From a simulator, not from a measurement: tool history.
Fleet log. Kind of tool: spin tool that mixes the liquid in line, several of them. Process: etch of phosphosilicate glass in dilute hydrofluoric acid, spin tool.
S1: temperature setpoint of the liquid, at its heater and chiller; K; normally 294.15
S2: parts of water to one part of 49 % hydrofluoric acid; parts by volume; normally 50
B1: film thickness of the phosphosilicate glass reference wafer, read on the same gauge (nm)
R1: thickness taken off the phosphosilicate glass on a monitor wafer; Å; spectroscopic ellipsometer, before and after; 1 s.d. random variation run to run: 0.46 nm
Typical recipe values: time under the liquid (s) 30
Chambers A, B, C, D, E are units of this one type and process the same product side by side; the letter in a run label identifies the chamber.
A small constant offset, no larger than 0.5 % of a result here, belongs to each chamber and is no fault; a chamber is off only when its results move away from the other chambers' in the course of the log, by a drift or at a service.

{"run": "1E", "hour": 8.2, "S1": 294.15, "S2": 50, "time under the liquid (s)": 30, "B1": 30.03, "R1": 636.13}
{"run": "2A", "hour": 15.3, "S1": 294.15, "S2": 50, "time under the liquid (s)": 30, "B1": 29.996, "R1": 627.25}
{"hour": 17.0, "done": "chamber B: hydrofluoric acid flow meter replaced"}
{"run": "3D", "hour": 27.8, "S1": 294.15, "S2": 50, "time under the liquid (s)": 30, "B1": 30.04, "R1": 623.41}
{"hour": 33.6, "done": "chamber A: hydrofluoric acid flow meter replaced"}
{"run": "4B", "hour": 36.2, "S1": 294.15, "S2": 50, "time under the liquid (s)": 30, "B1": 30.006, "R1": 634.88}
{"run": "5C", "hour": 43.5, "S1": 294.15, "S2": 50, "time under the liquid (s)": 30, "B1": 30.011, "R1": 622.91}
{"run": "6A", "hour": 50.5, "S1": 294.15, "S2": 50, "time under the liquid (s)": 30, "B1": 29.992, "R1": 638.26}
{"run": "7D", "hour": 56.7, "S1": 294.15, "S2": 50, "time under the liquid (s)": 30, "B1": 30.008, "R1": 621.98}
{"run": "8C", "hour": 66.8, "S1": 294.15, "S2": 50, "time under the liquid (s)": 30, "B1": 30.006, "R1": 623.89}
{"run": "9B", "hour": 80.6, "S1": 294.15, "S2": 50, "time under the liquid (s)": 30, "B1": 30.014, "R1": 625.33}
{"run": "10E", "hour": 94.5, "S1": 294.15, "S2": 50, "time under the liquid (s)": 30, "B1": 30.003, "R1": 635.15}
{"run": "11A", "hour": 105.5, "S1": 294.15, "S2": 50, "time under the liquid (s)": 30, "B1": 30.006, "R1": 626.62}
{"run": "12B", "hour": 112.5, "S1": 294.15, "S2": 50, "time under the liquid (s)": 30, "B1": 29.994, "R1": 632.76}
{"hour": 116.7, "done": "chamber E: thermometer replaced"}
{"run": "13E", "hour": 121.7, "S1": 294.15, "S2": 50, "time under the liquid (s)": 30, "B1": 30.017, "R1": 613.83}
{"hour": 127.7, "done": "chamber C: hydrofluoric acid flow meter replaced"}
{"run": "14C", "hour": 133.5, "S1": 294.15, "S2": 50, "time under the liquid (s)": 30, "B1": 30.004, "R1": 630.35}
{"run": "15D", "hour": 143.5, "S1": 294.15, "S2": 50, "time under the liquid (s)": 30, "B1": 30.0, "R1": 623.62}
{"run": "16C", "hour": 154.7, "S1": 299.15, "S2": 50, "time under the liquid (s)": 45, "B1": 29.998, "R1": 1173.7}
{"hour": 163.6, "done": "chamber D: hydrofluoric acid flow meter replaced"}
{"run": "17B", "hour": 164.3, "S1": 299.15, "S2": 50, "time under the liquid (s)": 45, "B1": 29.98, "R1": 1156.1}
{"run": "18E", "hour": 176.7, "S1": 299.15, "S2": 50, "time under the liquid (s)": 45, "B1": 30.002, "R1": 1142.9}
{"run": "19A", "hour": 189.6, "S1": 299.15, "S2": 50, "time under the liquid (s)": 45, "B1": 30.024, "R1": 1159.1}
{"run": "20D", "hour": 198.6, "S1": 299.15, "S2": 50, "time under the liquid (s)": 45, "B1": 29.99, "R1": 1150.4}
{"run": "21B", "hour": 210.2, "S1": 294.15, "S2": 50, "time under the liquid (s)": 30, "B1": 30.001, "R1": 620.79}
{"run": "22D", "hour": 223.2, "S1": 294.15, "S2": 50, "time under the liquid (s)": 30, "B1": 30.002, "R1": 629.89}
{"run": "23E", "hour": 231.0, "S1": 294.15, "S2": 50, "time under the liquid (s)": 30, "B1": 29.988, "R1": 623.51}
{"run": "24C", "hour": 242.6, "S1": 294.15, "S2": 50, "time under the liquid (s)": 30, "B1": 30.025, "R1": 643.91}
{"run": "25A", "hour": 254.4, "S1": 290.65, "S2": 75, "time under the liquid (s)": 30, "B1": 29.975, "R1": 349.89}
{"run": "26D", "hour": 267.5, "S1": 290.65, "S2": 75, "time under the liquid (s)": 30, "B1": 30.003, "R1": 351.88}
{"run": "27E", "hour": 274.4, "S1": 290.65, "S2": 75, "time under the liquid (s)": 30, "B1": 30.021, "R1": 347.09}
{"run": "28C", "hour": 284.7, "S1": 290.65, "S2": 75, "time under the liquid (s)": 30, "B1": 29.988, "R1": 358.17}
{"run": "29B", "hour": 296.5, "S1": 290.65, "S2": 75, "time under the liquid (s)": 30, "B1": 29.983, "R1": 351.12}
{"run": "30A", "hour": 304.2, "S1": 294.15, "S2": 50, "time under the liquid (s)": 30, "B1": 30.005, "R1": 625.43}
{"run": "31B", "hour": 317.3, "S1": 291.15, "S2": 25, "time under the liquid (s)": 30, "B1": 29.999, "R1": 1133.5}
{"run": "32D", "hour": 329.9, "S1": 291.15, "S2": 25, "time under the liquid (s)": 30, "B1": 29.985, "R1": 1136.6}
{"run": "33C", "hour": 337.5, "S1": 291.15, "S2": 25, "time under the liquid (s)": 30, "B1": 29.983, "R1": 1185.4}
{"run": "34A", "hour": 351.1, "S1": 291.15, "S2": 25, "time under the liquid (s)": 30, "B1": 30.017, "R1": 1148.7}
{"run": "35E", "hour": 362.0, "S1": 291.15, "S2": 25, "time under the liquid (s)": 30, "B1": 30.009, "R1": 1157.2}
{"run": "36D", "hour": 375.4, "S1": 294.15, "S2": 50, "time under the liquid (s)": 30, "B1": 30.016, "R1": 627.59}
{"run": "37C", "hour": 388.4, "S1": 294.15, "S2": 50, "time under the liquid (s)": 30, "B1": 30.013, "R1": 648.25}
{"run": "38E", "hour": 399.9, "S1": 294.15, "S2": 50, "time under the liquid (s)": 30, "B1": 30.0, "R1": 625.39}
{"run": "39B", "hour": 408.9, "S1": 290.65, "S2": 50, "time under the liquid (s)": 30, "B1": 30.013, "R1": 541.81}
{"run": "40A", "hour": 420.1, "S1": 290.65, "S2": 50, "time under the liquid (s)": 30, "B1": 30.001, "R1": 542.65}
{"run": "41E", "hour": 428.0, "S1": 290.65, "S2": 50, "time under the liquid (s)": 30, "B1": 29.987, "R1": 538.82}

Predict what each chamber gives when all 5 of them run the settings below next.
{"run": "42A", "hour": 438.0, "S1": 294.15, "S2": 50, "time under the liquid (s)": 30, "R1": "?"}
{"run": "42B", "hour": 438.0, "S1": 294.15, "S2": 50, "time under the liquid (s)": 30, "R1": "?"}
{"run": "42C", "hour": 438.0, "S1": 294.15, "S2": 50, "time under the liquid (s)": 30, "R1": "?"}
{"run": "42D", "hour": 438.0, "S1": 294.15, "S2": 50, "time under the liquid (s)": 30, "R1": "?"}
{"run": "42E", "hour": 438.0, "S1": 294.15, "S2": 50, "time under the liquid (s)": 30, "R1": "?"}

run=42A R1=628.32
run=42B R1=639.08
run=42C R1=651.41
run=42D R1=632.59
run=42E R1=633.97
